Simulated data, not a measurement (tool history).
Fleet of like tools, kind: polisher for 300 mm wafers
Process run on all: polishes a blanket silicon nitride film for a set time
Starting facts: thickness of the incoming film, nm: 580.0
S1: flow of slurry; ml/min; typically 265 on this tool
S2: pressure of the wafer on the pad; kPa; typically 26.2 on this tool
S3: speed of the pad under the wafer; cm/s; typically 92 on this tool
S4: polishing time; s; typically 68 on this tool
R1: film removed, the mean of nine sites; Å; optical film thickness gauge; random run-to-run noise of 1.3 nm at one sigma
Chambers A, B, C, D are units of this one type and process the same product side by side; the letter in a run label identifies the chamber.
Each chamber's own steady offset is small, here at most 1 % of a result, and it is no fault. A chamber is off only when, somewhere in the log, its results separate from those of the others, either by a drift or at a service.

At day 0.246: chamber D: worn pad replaced by a new one.
Run 1A, day 0.254: usual settings. Result: R1 1266.1 Å.
Run 2C, day 0.512: usual settings. Result: R1 1244.7 Å.
Run 3B, day 0.767: usual settings. Result: R1 1271.5 Å.
Run 4D, day 1.071: usual settings. Result: R1 1250.7 Å.
Run 5B, day 1.321: usual settings. Result: R1 1258.2 Å.
At day 1.396: chamber C: worn pad replaced by a new one.
At day 1.400: chamber C: slurry nozzle cleaned.
Run 6C, day 1.592: usual settings. Result: R1 1275.4 Å.
Run 7D, day 1.888: usual settings. Result: R1 1238.9 Å.
Run 8A, day 2.121: usual settings. Result: R1 1268.2 Å.
Run 9C, day 2.375: usual settings. Result: R1 1267.8 Å.
Run 10B, day 2.508: usual settings but S1 350 ml/min, S4 85 s. Result: R1 1620.8 Å.
Run 11D, day 2.758: usual settings but S1 350 ml/min, S4 85 s. Result: R1 1601.2 Å.
Run 12A, day 2.988: usual settings but S1 350 ml/min, S4 85 s. Result: R1 1619.7 Å.
At day 3.125: chamber A: worn pad replaced by a new one.
Run 13A, day 3.204: usual settings but S1 350 ml/min, S4 85 s. Result: R1 1613.2 Å.
Run 14D, day 3.388: usual settings. Result: R1 1235.8 Å.
Run 15C, day 3.554: usual settings. Result: R1 1268.7 Å.
At day 3.596: chamber B: worn pad replaced by a new one.
Run 16B, day 3.708: usual settings. Result: R1 1284.5 Å.
Run 17B, day 3.904: usual settings. Result: R1 1257.1 Å.
Run 18C, day 4.104: usual settings. Result: R1 1255.0 Å.
Run 19D, day 4.312: usual settings. Result: R1 1250.8 Å.
Run 20A, day 4.521: usual settings but S3 118 cm/s, S4 87 s. Result: R1 1964.8 Å.
Run 21A, day 4.683: usual settings but S3 118 cm/s, S4 87 s. Result: R1 2003.6 Å.
Run 22D, day 4.958: usual settings but S3 118 cm/s, S4 87 s. Result: R1 1935.9 Å.
Run 23C, day 5.212: usual settings but S3 118 cm/s, S4 87 s. Result: R1 1992.3 Å.
Run 24B, day 5.400: usual settings. Result: R1 1252.0 Å.
Run 25A, day 5.558: usual settings. Result: R1 1226.8 Å.
Run 26C, day 5.700: usual settings. Result: R1 1252.4 Å.
Run 27D, day 5.933: usual settings. Result: R1 1209.2 Å.

One chamber off, gauge drift, or nothing amiss beyond the chambers' own small offsets? If it is a chamber, which one, and what is the likeliest cause?

No chamber is off and the gauge is stable; the differences are just each chamber's small, constant offset.
